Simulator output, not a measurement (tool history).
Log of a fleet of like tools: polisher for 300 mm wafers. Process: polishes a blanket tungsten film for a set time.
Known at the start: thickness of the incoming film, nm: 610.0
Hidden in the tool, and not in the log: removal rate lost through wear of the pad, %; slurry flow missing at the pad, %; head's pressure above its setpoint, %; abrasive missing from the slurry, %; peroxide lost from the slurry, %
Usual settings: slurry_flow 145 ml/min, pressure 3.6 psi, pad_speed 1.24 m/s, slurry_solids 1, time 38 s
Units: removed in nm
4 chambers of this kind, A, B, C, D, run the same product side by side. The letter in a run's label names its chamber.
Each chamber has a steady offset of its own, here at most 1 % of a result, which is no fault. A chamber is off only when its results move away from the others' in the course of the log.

run,hour,slurry_flow,pressure,pad_speed,slurry_solids,time,wafers polished on this pad,hours since the slurry nozzle was cleaned,hours since the head pressure was calibrated,hours since the slurry blender was calibrated,hours since the slurry got fresh peroxide,removed
# hour 1.2: chamber B: worn pad replaced by a new one
# hour 3.1: chamber C: slurry nozzle cleaned
1B,10.4,145,3.6,1.24,1,38,127,211.8,423.4,96.9,47,179.19
2C,18.9,145,3.6,1.24,1,38,351,15.9,633.8,116.1,159.8,182.07
# hour 19.3: chamber D: slurry tank refilled with fresh slurry and peroxide
3D,31.4,145,3.6,1.24,1,38,565,362.1,185.5,93.6,12.1,181.33
# hour 37.1: chamber B: slurry nozzle cleaned
4A,39.1,145,3.6,1.24,1,38,629,74.3,64.4,427.7,102.5,183.31
# hour 40.4: chamber B: slurry tank refilled with fresh slurry and peroxide
# hour 46.1: chamber D: worn pad replaced by a new one
# hour 46.9: chamber C: slurry tank refilled with fresh slurry and peroxide
# hour 47.4: chamber C: worn pad replaced by a new one
5A,50.3,170,3.6,0.9,1,38,784,85.5,75.6,438.9,113.7,135.88
# hour 50.7: chamber B: worn pad replaced by a new one
6D,59.1,170,3.6,0.9,1,38,180,389.8,213.2,121.3,39.8,135.61
# hour 59.4: chamber D: slurry blender recalibrated
7C,70.2,170,3.6,0.9,1,38,315,67.2,685.1,167.4,23.3,135.86
# hour 77.1: chamber A: worn pad replaced by a new one
# hour 79: chamber C: head pressure recalibrated
8B,81.1,170,3.6,0.9,1,38,420,44,494.1,167.6,40.8,137.68
# hour 85.4: chamber D: slurry tank refilled with fresh slurry and peroxide
# hour 91.8: chamber B: slurry blender recalibrated
9D,92.8,145,3.6,1.24,1,38,645,423.5,246.9,33.5,7.4,181.93
# hour 99.9: chamber C: worn pad replaced by a new one
10A,100.2,145,3.6,1.24,1,38,319,135.4,125.5,488.8,163.6,182.52
# hour 102.7: chamber B: worn pad replaced by a new one
# hour 104.1: chamber D: worn pad replaced by a new one
# hour 105.9: chamber A: slurry blender recalibrated
# hour 107.6: chamber B: slurry tank refilled with fresh slurry and peroxide
11C,109.2,145,3.6,1.24,1,38,128,106.2,30.3,206.4,62.3,181.91
12B,121.9,145,3.6,1.24,1,38,266,84.8,534.9,30.2,14.4,184.34
# hour 127.9: chamber B: head pressure recalibrated
13D,133,145,3.6,1.24,1,38,399,463.7,287.1,73.7,47.6,183.58
14B,141,145,3.6,1.24,1,38,529,103.9,13.2,49.3,33.5,183.28
15A,150,145,4.6,1.04,1,38,1007,185.2,175.3,44.1,213.4,187.32
# hour 150.8: chamber C: worn pad replaced by a new one
# hour 152.3: chamber B: worn pad replaced by a new one
16C,156.4,145,4.6,1.04,1,38,78,153.4,77.5,253.6,109.5,196.09
# hour 158.6: chamber D: slurry tank refilled with fresh slurry and peroxide
# hour 165: chamber A: worn pad replaced by a new one
17A,168,145,4.6,1.04,1,38,42,203.2,193.3,62.1,231.4,186.88
# hour 170.8: chamber B: slurry tank refilled with fresh slurry and peroxide
# hour 177.9: chamber D: worn pad replaced by a new one
18B,180.5,145,4.6,1.04,1,38,390,143.4,52.7,88.8,9.8,194.14
# hour 185.9: chamber D: slurry blender recalibrated
19C,189.6,145,3.6,1.24,1,38,536,186.6,110.7,286.8,142.7,179.11
# hour 194.6: chamber C: slurry nozzle cleaned
20D,199.7,145,3.6,1.24,1,38,301,530.4,353.8,13.8,41.1,179.59
# hour 202.4: chamber B: worn pad replaced by a new one
21D,208.6,145,3.6,1.24,1,38,424,539.3,362.7,22.7,50,181.3
# hour 210.1: chamber C: worn pad replaced by a new one
22C,221.4,145,3.6,1.24,1,38,156,26.9,142.5,318.6,174.5,182.14
23A,230.8,145,2.5,1.24,1,32,909,266,256.1,124.9,294.2,99.883
# hour 233.6: chamber B: slurry nozzle cleaned
# hour 235.4: chamber B: slurry tank refilled with fresh slurry and peroxide
24B,238.5,145,2.5,1.24,1,32,499,4.9,110.7,146.8,3.1,106.06

Is one chamber off against the others, does the gauge drift, or is nothing wrong? If a chamber is off, say which, and what the likeliest cause is.

Chamber A drifts away from the others.
Cause: peroxide lost from the slurry, % = 17.1.
The log may not tell that from: slurry flow missing at the pad, %; head's pressure below its setpoint, %.

Here are 4 candidates for chamber A's next run, each the usual settings with a change, their results left as question marks. Which one brings its results back in line with what the others give on the usual settings?
In line means no further than this from the other chambers' mean on the usual settings: removed 5.6 nm
25A-1,247.9,150,3.6,1.38,1,38,,,,,,?
25A-2,247.9,145,3.5,1.22,1,37,,,,,,?
25A-3,247.9,145,3.7,1.28,1,38,,,,,,?
25A-4,247.9,145,3.4,1.16,1,38,,,,,,?

The other chambers' mean on the usual settings: removed 181 nm
run,removed
25A-1,189.32
25A-2,157.42
25A-3,179.28
25A-4,149.32
25A-3 brings the chamber back in line.
